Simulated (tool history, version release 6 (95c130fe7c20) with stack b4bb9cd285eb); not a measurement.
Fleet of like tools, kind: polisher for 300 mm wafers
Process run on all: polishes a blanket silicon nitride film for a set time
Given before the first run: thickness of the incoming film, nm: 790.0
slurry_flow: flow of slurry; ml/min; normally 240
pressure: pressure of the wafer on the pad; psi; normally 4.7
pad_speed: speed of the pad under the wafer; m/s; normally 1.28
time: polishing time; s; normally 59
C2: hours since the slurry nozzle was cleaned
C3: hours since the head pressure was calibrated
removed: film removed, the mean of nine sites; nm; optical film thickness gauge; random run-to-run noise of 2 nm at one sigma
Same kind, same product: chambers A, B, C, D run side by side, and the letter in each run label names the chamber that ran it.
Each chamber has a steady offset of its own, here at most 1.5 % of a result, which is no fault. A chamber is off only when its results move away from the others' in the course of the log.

run 1A day=0.146 | slurry_flow=240 pressure=4.7 pad_speed=1.28 time=59 | wafers_polished_on_this_pad=685 C2=462.8 C3=204.9 | removed=140.52
-- day=0.200 chamber B: worn pad replaced by a new one
-- day=0.292 chamber A: worn pad replaced by a new one
run 2C day=0.367 | slurry_flow=240 pressure=4.7 pad_speed=1.28 time=59 | wafers_polished_on_this_pad=452 C2=35.0 C3=83.6 | removed=139.66
run 3B day=0.529 | slurry_flow=240 pressure=4.7 pad_speed=1.28 time=59 | wafers_polished_on_this_pad=114 C2=516.0 C3=262.1 | removed=136.84
run 4D day=0.750 | slurry_flow=240 pressure=4.7 pad_speed=1.28 time=59 | wafers_polished_on_this_pad=387 C2=412.1 C3=409.0 | removed=135.62
run 5D day=0.950 | slurry_flow=240 pressure=4.7 pad_speed=1.28 time=59 | wafers_polished_on_this_pad=457 C2=416.9 C3=413.8 | removed=137.57
run 6B day=1.167 | slurry_flow=240 pressure=5.8 pad_speed=1.28 time=59 | wafers_polished_on_this_pad=336 C2=531.3 C3=277.4 | removed=168.82
-- day=1.304 chamber D: worn pad replaced by a new one
run 7A day=1.404 | slurry_flow=240 pressure=5.8 pad_speed=1.28 time=59 | wafers_polished_on_this_pad=387 C2=493.0 C3=235.1 | removed=168.42
run 8C day=1.646 | slurry_flow=240 pressure=5.8 pad_speed=1.28 time=59 | wafers_polished_on_this_pad=897 C2=65.7 C3=114.3 | removed=169.93
run 9D day=1.808 | slurry_flow=240 pressure=5.8 pad_speed=1.28 time=59 | wafers_polished_on_this_pad=176 C2=437.5 C3=434.4 | removed=173.19
run 10C day=1.996 | slurry_flow=240 pressure=4.7 pad_speed=1.28 time=59 | wafers_polished_on_this_pad=1019 C2=74.1 C3=122.7 | removed=132.40
-- day=2.225 chamber A: worn pad replaced by a new one
run 11A day=2.238 | slurry_flow=240 pressure=4.7 pad_speed=1.28 time=59 | wafers_polished_on_this_pad=5 C2=513.0 C3=255.1 | removed=136.11
run 12B day=2.362 | slurry_flow=240 pressure=4.7 pad_speed=1.28 time=59 | wafers_polished_on_this_pad=752 C2=560.0 C3=306.1 | removed=141.33
run 13B day=2.538 | slurry_flow=240 pressure=4.7 pad_speed=1.28 time=59 | wafers_polished_on_this_pad=813 C2=564.2 C3=310.3 | removed=138.31
run 14A day=2.792 | slurry_flow=240 pressure=4.7 pad_speed=1.28 time=59 | wafers_polished_on_this_pad=198 C2=526.3 C3=268.4 | removed=138.93
-- day=2.838 chamber B: head pressure recalibrated
run 15C day=2.908 | slurry_flow=240 pressure=4.7 pad_speed=1.10 time=59 | wafers_polished_on_this_pad=1336 C2=96.0 C3=144.6 | removed=113.37
-- day=3.062 chamber D: worn pad replaced by a new one
run 16D day=3.112 | slurry_flow=240 pressure=4.7 pad_speed=1.10 time=59 | wafers_polished_on_this_pad=18 C2=468.8 C3=465.7 | removed=121.95
run 17C day=3.229 | slurry_flow=240 pressure=4.7 pad_speed=1.10 time=59 | wafers_polished_on_this_pad=1448 C2=103.7 C3=152.3 | removed=118.14
run 18D day=3.421 | slurry_flow=240 pressure=4.7 pad_speed=1.10 time=59 | wafers_polished_on_this_pad=125 C2=476.2 C3=473.1 | removed=118.35
-- day=3.496 chamber B: worn pad replaced by a new one
run 19B day=3.567 | slurry_flow=295 pressure=3.4 pad_speed=1.28 time=59 | wafers_polished_on_this_pad=25 C2=588.9 C3=17.6 | removed=102.74
run 20A day=3.800 | slurry_flow=295 pressure=3.4 pad_speed=1.28 time=59 | wafers_polished_on_this_pad=549 C2=550.5 C3=292.6 | removed=104.31
run 21A day=3.958 | slurry_flow=295 pressure=3.4 pad_speed=1.28 time=59 | wafers_polished_on_this_pad=604 C2=554.3 C3=296.4 | removed=102.20
-- day=4.196 chamber A: worn pad replaced by a new one
run 22B day=4.204 | slurry_flow=295 pressure=3.4 pad_speed=1.28 time=59 | wafers_polished_on_this_pad=247 C2=604.2 C3=32.9 | removed=103.79
run 23D day=4.404 | slurry_flow=240 pressure=4.7 pad_speed=1.28 time=59 | wafers_polished_on_this_pad=467 C2=499.8 C3=496.7 | removed=136.40
-- day=4.571 chamber D: worn pad replaced by a new one
run 24C day=4.658 | slurry_flow=240 pressure=4.7 pad_speed=1.28 time=59 | wafers_polished_on_this_pad=1945 C2=138.0 C3=186.6 | removed=123.30
run 25D day=4.858 | slurry_flow=240 pressure=4.7 pad_speed=1.28 time=59 | wafers_polished_on_this_pad=100 C2=510.7 C3=507.6 | removed=139.10
run 26A day=5.121 | slurry_flow=240 pressure=4.7 pad_speed=1.28 time=59 | wafers_polished_on_this_pad=322 C2=582.2 C3=324.3 | removed=137.40
run 27B day=5.358 | slurry_flow=240 pressure=4.7 pad_speed=1.28 time=59 | wafers_polished_on_this_pad=648 C2=631.9 C3=60.6 | removed=139.94

What goes on in this fleet: one chamber off, a drifting gauge, or nothing beyond the chambers' own small offsets? Name the chamber and the cause, if any.

One chamber, C, drifts off from the rest bit by bit.
Likeliest cause: removal rate lost through wear of the pad, % = 11.4.
It could be hard to tell apart here from: head's pressure below its setpoint, %.

Below are 4 candidate recipes for chamber C's next run, each the usual settings with a change, their results shown as question marks. Which of them brings C's results back in line with what the other chambers give on the usual settings?
To be in line, a result may differ from the other chambers' mean on the usual settings by at most: removed 7.10 nm
run 28C-1 day=5.550 | slurry_flow=240 pressure=4.7 pad_speed=1.22 time=59 | removed=?
run 28C-2 day=5.550 | slurry_flow=240 pressure=5.0 pad_speed=1.28 time=63 | removed=?
run 28C-3 day=5.550 | slurry_flow=240 pressure=4.1 pad_speed=1.28 time=59 | removed=?
run 28C-4 day=5.550 | slurry_flow=240 pressure=4.7 pad_speed=1.34 time=59 | removed=?

Mean of the other chambers on the usual settings: removed 137.63 nm
run=28C-1 removed=116.21
run=28C-2 removed=137.25
run=28C-3 removed=105.11
run=28C-4 removed=125.20
28C-2 is the one that brings the chamber's results back in line with the other chambers.
